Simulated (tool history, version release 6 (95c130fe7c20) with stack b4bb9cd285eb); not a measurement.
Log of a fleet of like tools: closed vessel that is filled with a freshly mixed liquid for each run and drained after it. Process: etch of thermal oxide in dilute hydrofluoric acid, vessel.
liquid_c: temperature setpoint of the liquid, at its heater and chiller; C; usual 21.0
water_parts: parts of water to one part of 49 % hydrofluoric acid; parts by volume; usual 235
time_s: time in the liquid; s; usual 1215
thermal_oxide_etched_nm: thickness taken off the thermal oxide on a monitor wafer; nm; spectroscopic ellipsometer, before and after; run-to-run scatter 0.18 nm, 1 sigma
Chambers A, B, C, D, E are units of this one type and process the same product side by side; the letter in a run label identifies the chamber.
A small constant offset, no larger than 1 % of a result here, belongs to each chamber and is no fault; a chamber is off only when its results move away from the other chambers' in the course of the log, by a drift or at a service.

run,day,liquid_c,water_parts,time_s,hours since the thermometer was replaced,hours since the hydrofluoric acid flow meter was replaced,"read-back film thickness of the thermal oxide reference wafer, read on the same gauge (nm)",thermal_oxide_etched_nm
1D,0.312,21.0,235,1215,557.9,1452.7,110.03,18.730
2E,0.546,21.0,235,1215,2565.2,1057.9,109.97,19.465
3A,0.796,21.0,235,1215,637.2,478.2,110.05,19.064
4B,1.029,21.0,235,1215,897.2,183.0,110.02,19.068
# day 1.217: chamber A: hydrofluoric acid flow meter replaced
5C,1.354,21.0,235,1215,1255.3,1350.8,109.97,19.087
6C,1.562,21.0,235,1900,1260.3,1355.8,110.02,30.274
7B,1.808,21.0,235,1900,915.9,201.7,110.04,29.382
8A,2.004,21.0,235,1900,666.2,19.0,109.96,30.022
9D,2.300,21.0,235,1900,605.6,1500.4,110.01,29.811
# day 2.533: chamber E: thermometer replaced
10E,2.546,21.0,235,1900,0.3,1105.9,110.02,30.372
11E,2.738,21.0,235,1215,4.9,1110.5,109.98,19.466
12D,3.033,21.0,235,1215,623.2,1518.0,109.97,19.059
13C,3.408,21.0,235,1215,1304.6,1400.1,110.00,19.263
14B,3.754,21.0,235,1215,962.6,248.4,110.02,18.913
15A,4.038,21.0,235,1215,715.0,67.8,109.99,18.593
16E,4.400,21.0,165,1570,44.8,1150.4,110.04,38.385
17D,4.575,21.0,165,1570,660.2,1555.0,110.00,37.294
18B,4.804,21.0,165,1570,987.8,273.6,110.00,37.842
19C,5.042,21.0,165,1570,1343.8,1439.3,110.02,37.772
20A,5.425,21.0,165,1570,748.3,101.1,110.00,36.656
21E,5.629,21.0,235,1215,74.3,1179.9,110.04,19.237
22A,5.975,21.0,235,1215,761.5,114.3,109.97,18.758
23B,6.354,21.0,235,1215,1025.0,310.8,110.00,18.884
24D,6.638,21.0,235,1215,709.7,1604.5,109.96,18.977
25C,7.021,21.0,235,1215,1391.3,1486.8,109.96,19.582
26C,7.379,21.0,235,1215,1399.9,1495.4,110.00,19.173
27E,7.562,21.0,235,1215,120.7,1226.3,109.97,18.933
28B,7.879,21.0,235,1215,1061.6,347.4,109.99,19.250
29D,8.096,21.0,235,1215,744.7,1639.5,110.00,18.889
30A,8.383,21.0,235,1215,819.3,172.1,109.96,17.717
31A,8.592,21.0,235,1215,824.3,177.1,109.98,18.104
32B,8.967,21.0,235,1215,1087.7,373.5,110.00,18.872
33C,9.300,21.0,235,1215,1446.0,1541.5,110.05,19.477
34E,9.596,21.0,235,1215,169.5,1275.1,110.01,19.219
35D,9.825,17.0,315,1215,786.2,1681.0,109.97,11.505
36E,10.017,17.0,315,1215,179.6,1285.2,109.98,11.529
37C,10.342,17.0,315,1215,1471.0,1566.5,110.03,11.410
38D,10.596,17.0,315,1215,804.7,1699.5,109.96,11.400
39B,10.933,17.0,315,1215,1134.9,420.7,110.00,11.457

Next, all 5 chambers run the settings below, one line each with question marks for the results. What does each chamber give?
40A,11.217,23.5,235,1215,,,,?
40B,11.217,23.5,235,1215,,,,?
40C,11.217,23.5,235,1215,,,,?
40D,11.217,23.5,235,1215,,,,?
40E,11.217,23.5,235,1215,,,,?

run,thermal_oxide_etched_nm
40A,19.474
40B,21.050
40C,21.306
40D,20.765
40E,21.039

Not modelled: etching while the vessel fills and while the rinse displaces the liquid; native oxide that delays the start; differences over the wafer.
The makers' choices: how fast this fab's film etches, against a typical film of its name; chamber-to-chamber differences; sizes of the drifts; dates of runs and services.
